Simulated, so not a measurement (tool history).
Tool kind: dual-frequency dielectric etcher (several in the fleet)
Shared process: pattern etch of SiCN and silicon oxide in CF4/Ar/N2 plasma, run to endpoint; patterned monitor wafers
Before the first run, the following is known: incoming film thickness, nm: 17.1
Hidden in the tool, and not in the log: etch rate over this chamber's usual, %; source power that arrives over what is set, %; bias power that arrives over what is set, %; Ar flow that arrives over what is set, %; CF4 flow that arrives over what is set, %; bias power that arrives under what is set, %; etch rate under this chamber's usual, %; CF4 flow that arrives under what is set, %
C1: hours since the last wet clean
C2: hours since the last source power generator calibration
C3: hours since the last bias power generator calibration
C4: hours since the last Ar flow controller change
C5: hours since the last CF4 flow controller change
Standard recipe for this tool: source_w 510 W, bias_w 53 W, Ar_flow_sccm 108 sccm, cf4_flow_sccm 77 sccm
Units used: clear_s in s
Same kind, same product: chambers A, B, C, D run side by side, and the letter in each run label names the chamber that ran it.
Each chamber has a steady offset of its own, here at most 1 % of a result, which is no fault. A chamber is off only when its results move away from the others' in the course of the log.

{"run": "1B", "hour": 7.5, "source_w": 510, "bias_w": 53, "Ar_flow_sccm": 108, "cf4_flow_sccm": 77, "C1": 352.3, "C2": 2538.6, "C3": 1849.3, "C4": 1346.3, "C5": 423.9, "clear_s": 19.684}
{"run": "2C", "hour": 17.7, "source_w": 510, "bias_w": 53, "Ar_flow_sccm": 108, "cf4_flow_sccm": 77, "C1": 376.3, "C2": 106.2, "C3": 1561.5, "C4": 4312.5, "C5": 1561.3, "clear_s": 19.525}
{"run": "3D", "hour": 23.9, "source_w": 510, "bias_w": 53, "Ar_flow_sccm": 108, "cf4_flow_sccm": 77, "C1": 276.4, "C2": 2429.3, "C3": 1644.7, "C4": 688.3, "C5": 2326.7, "clear_s": 19.497}
{"hour": 31.8, "done": "chamber B: source power generator calibrated"}
{"run": "4A", "hour": 32.1, "source_w": 510, "bias_w": 53, "Ar_flow_sccm": 108, "cf4_flow_sccm": 77, "C1": 466.4, "C2": 2412.0, "C3": 816.0, "C4": 357.9, "C5": 1934.4, "clear_s": 19.813}
{"hour": 32.7, "done": "chamber A: CF4 flow controller replaced"}
{"hour": 37.7, "done": "chamber A: wet clean of the chamber"}
{"run": "5C", "hour": 40.9, "source_w": 510, "bias_w": 53, "Ar_flow_sccm": 108, "cf4_flow_sccm": 77, "C1": 399.5, "C2": 129.4, "C3": 1584.7, "C4": 4335.7, "C5": 1584.5, "clear_s": 19.558}
{"run": "6D", "hour": 47.8, "source_w": 510, "bias_w": 53, "Ar_flow_sccm": 108, "cf4_flow_sccm": 77, "C1": 300.3, "C2": 2453.2, "C3": 1668.6, "C4": 712.2, "C5": 2350.6, "clear_s": 19.544}
{"run": "7A", "hour": 55.1, "source_w": 430, "bias_w": 65, "Ar_flow_sccm": 108, "cf4_flow_sccm": 77, "C1": 17.5, "C2": 2435.0, "C3": 839.0, "C4": 380.9, "C5": 22.4, "clear_s": 21.38}
{"hour": 58.2, "done": "chamber D: source power generator calibrated"}
{"run": "8B", "hour": 62.1, "source_w": 430, "bias_w": 65, "Ar_flow_sccm": 108, "cf4_flow_sccm": 77, "C1": 406.9, "C2": 30.4, "C3": 1903.9, "C4": 1400.9, "C5": 478.5, "clear_s": 21.401}
{"run": "9B", "hour": 67.8, "source_w": 430, "bias_w": 65, "Ar_flow_sccm": 108, "cf4_flow_sccm": 77, "C1": 412.6, "C2": 36.1, "C3": 1909.6, "C4": 1406.6, "C5": 484.2, "clear_s": 21.527}
{"hour": 70.5, "done": "chamber C: wet clean of the chamber"}
{"run": "10A", "hour": 74.2, "source_w": 430, "bias_w": 65, "Ar_flow_sccm": 108, "cf4_flow_sccm": 77, "C1": 36.6, "C2": 2454.1, "C3": 858.1, "C4": 400.0, "C5": 41.5, "clear_s": 21.336}
{"run": "11C", "hour": 83.7, "source_w": 510, "bias_w": 53, "Ar_flow_sccm": 108, "cf4_flow_sccm": 77, "C1": 13.2, "C2": 172.2, "C3": 1627.5, "C4": 4378.5, "C5": 1627.3, "clear_s": 20.229}
{"run": "12D", "hour": 94.1, "source_w": 510, "bias_w": 53, "Ar_flow_sccm": 108, "cf4_flow_sccm": 77, "C1": 346.6, "C2": 35.9, "C3": 1714.9, "C4": 758.5, "C5": 2396.9, "clear_s": 19.455}
{"run": "13D", "hour": 99.2, "source_w": 510, "bias_w": 53, "Ar_flow_sccm": 89, "cf4_flow_sccm": 77, "C1": 351.7, "C2": 41.0, "C3": 1720.0, "C4": 763.6, "C5": 2402.0, "clear_s": 18.894}
{"run": "14A", "hour": 105.0, "source_w": 510, "bias_w": 53, "Ar_flow_sccm": 89, "cf4_flow_sccm": 77, "C1": 67.4, "C2": 2484.9, "C3": 888.9, "C4": 430.8, "C5": 72.3, "clear_s": 19.053}
{"run": "15B", "hour": 111.4, "source_w": 510, "bias_w": 53, "Ar_flow_sccm": 89, "cf4_flow_sccm": 77, "C1": 456.2, "C2": 79.7, "C3": 1953.2, "C4": 1450.2, "C5": 527.8, "clear_s": 19.174}
{"run": "16C", "hour": 117.3, "source_w": 510, "bias_w": 53, "Ar_flow_sccm": 89, "cf4_flow_sccm": 77, "C1": 46.8, "C2": 205.8, "C3": 1661.1, "C4": 4412.1, "C5": 1660.9, "clear_s": 19.526}
{"run": "17C", "hour": 125.3, "source_w": 510, "bias_w": 53, "Ar_flow_sccm": 108, "cf4_flow_sccm": 77, "C1": 54.8, "C2": 213.8, "C3": 1669.1, "C4": 4420.1, "C5": 1668.9, "clear_s": 20.11}
{"run": "18D", "hour": 134.2, "source_w": 390, "bias_w": 53, "Ar_flow_sccm": 116, "cf4_flow_sccm": 77, "C1": 386.7, "C2": 76.0, "C3": 1755.0, "C4": 798.6, "C5": 2437.0, "clear_s": 25.208}
{"run": "19A", "hour": 141.7, "source_w": 390, "bias_w": 53, "Ar_flow_sccm": 116, "cf4_flow_sccm": 77, "C1": 104.1, "C2": 2521.6, "C3": 925.6, "C4": 467.5, "C5": 109.0, "clear_s": 25.373}
{"run": "20B", "hour": 149.3, "source_w": 390, "bias_w": 53, "Ar_flow_sccm": 116, "cf4_flow_sccm": 77, "C1": 494.1, "C2": 117.6, "C3": 1991.1, "C4": 1488.1, "C5": 565.7, "clear_s": 25.26}
{"run": "21C", "hour": 156.9, "source_w": 390, "bias_w": 53, "Ar_flow_sccm": 116, "cf4_flow_sccm": 77, "C1": 86.4, "C2": 245.4, "C3": 1700.7, "C4": 4451.7, "C5": 1700.5, "clear_s": 25.977}
{"hour": 158.5, "done": "chamber B: wet clean of the chamber"}
{"hour": 158.9, "done": "chamber D: bias power generator calibrated"}
{"run": "22B", "hour": 164.4, "source_w": 510, "bias_w": 53, "Ar_flow_sccm": 108, "cf4_flow_sccm": 77, "C1": 6.0, "C2": 132.7, "C3": 2006.2, "C4": 1503.2, "C5": 580.8, "clear_s": 19.643}
{"run": "23A", "hour": 171.5, "source_w": 510, "bias_w": 53, "Ar_flow_sccm": 108, "cf4_flow_sccm": 77, "C1": 133.9, "C2": 2551.4, "C3": 955.4, "C4": 497.3, "C5": 138.8, "clear_s": 19.646}
{"run": "24D", "hour": 180.6, "source_w": 510, "bias_w": 41, "Ar_flow_sccm": 108, "cf4_flow_sccm": 77, "C1": 433.1, "C2": 122.4, "C3": 21.8, "C4": 845.0, "C5": 2483.4, "clear_s": 21.196}
{"run": "25C", "hour": 185.9, "source_w": 510, "bias_w": 41, "Ar_flow_sccm": 108, "cf4_flow_sccm": 77, "C1": 115.4, "C2": 274.4, "C3": 1729.7, "C4": 4480.7, "C5": 1729.5, "clear_s": 21.892}
{"run": "26D", "hour": 191.9, "source_w": 510, "bias_w": 41, "Ar_flow_sccm": 108, "cf4_flow_sccm": 77, "C1": 444.4, "C2": 133.7, "C3": 33.1, "C4": 856.3, "C5": 2494.7, "clear_s": 21.12}

Is one chamber out of step, is the gauge drifting, or do the chambers differ by no more than their own small offsets? For an off chamber, give its letter and the likeliest cause.

A service left chamber C off against the others.
Cause: etch rate under this chamber's usual, % = 3.15.

Chamber C could run next with any of the 4 candidate recipes listed below; each alters the usual settings, and their results appear as question marks. Which one brings its results back in line with what the other chambers deliver on the usual settings?
In-line tolerance around the mean of the other chambers on the usual settings: clear_s 0.240 s
{"run": "27C-1", "hour": 199.4, "source_w": 510, "bias_w": 53, "Ar_flow_sccm": 116, "cf4_flow_sccm": 71, "clear_s": "?"}
{"run": "27C-2", "hour": 199.4, "source_w": 510, "bias_w": 58, "Ar_flow_sccm": 102, "cf4_flow_sccm": 81, "clear_s": "?"}
{"run": "27C-3", "hour": 199.4, "source_w": 510, "bias_w": 53, "Ar_flow_sccm": 108, "cf4_flow_sccm": 89, "clear_s": "?"}
{"run": "27C-4", "hour": 199.4, "source_w": 510, "bias_w": 53, "Ar_flow_sccm": 108, "cf4_flow_sccm": 59, "clear_s": "?"}

On the usual settings, the other chambers give on average: clear_s 19.662 s
run=27C-1 clear_s=20.667
run=27C-2 clear_s=19.234
run=27C-3 clear_s=19.673
run=27C-4 clear_s=21.069
27C-3 is the one that brings the chamber's results back in line with the other chambers.
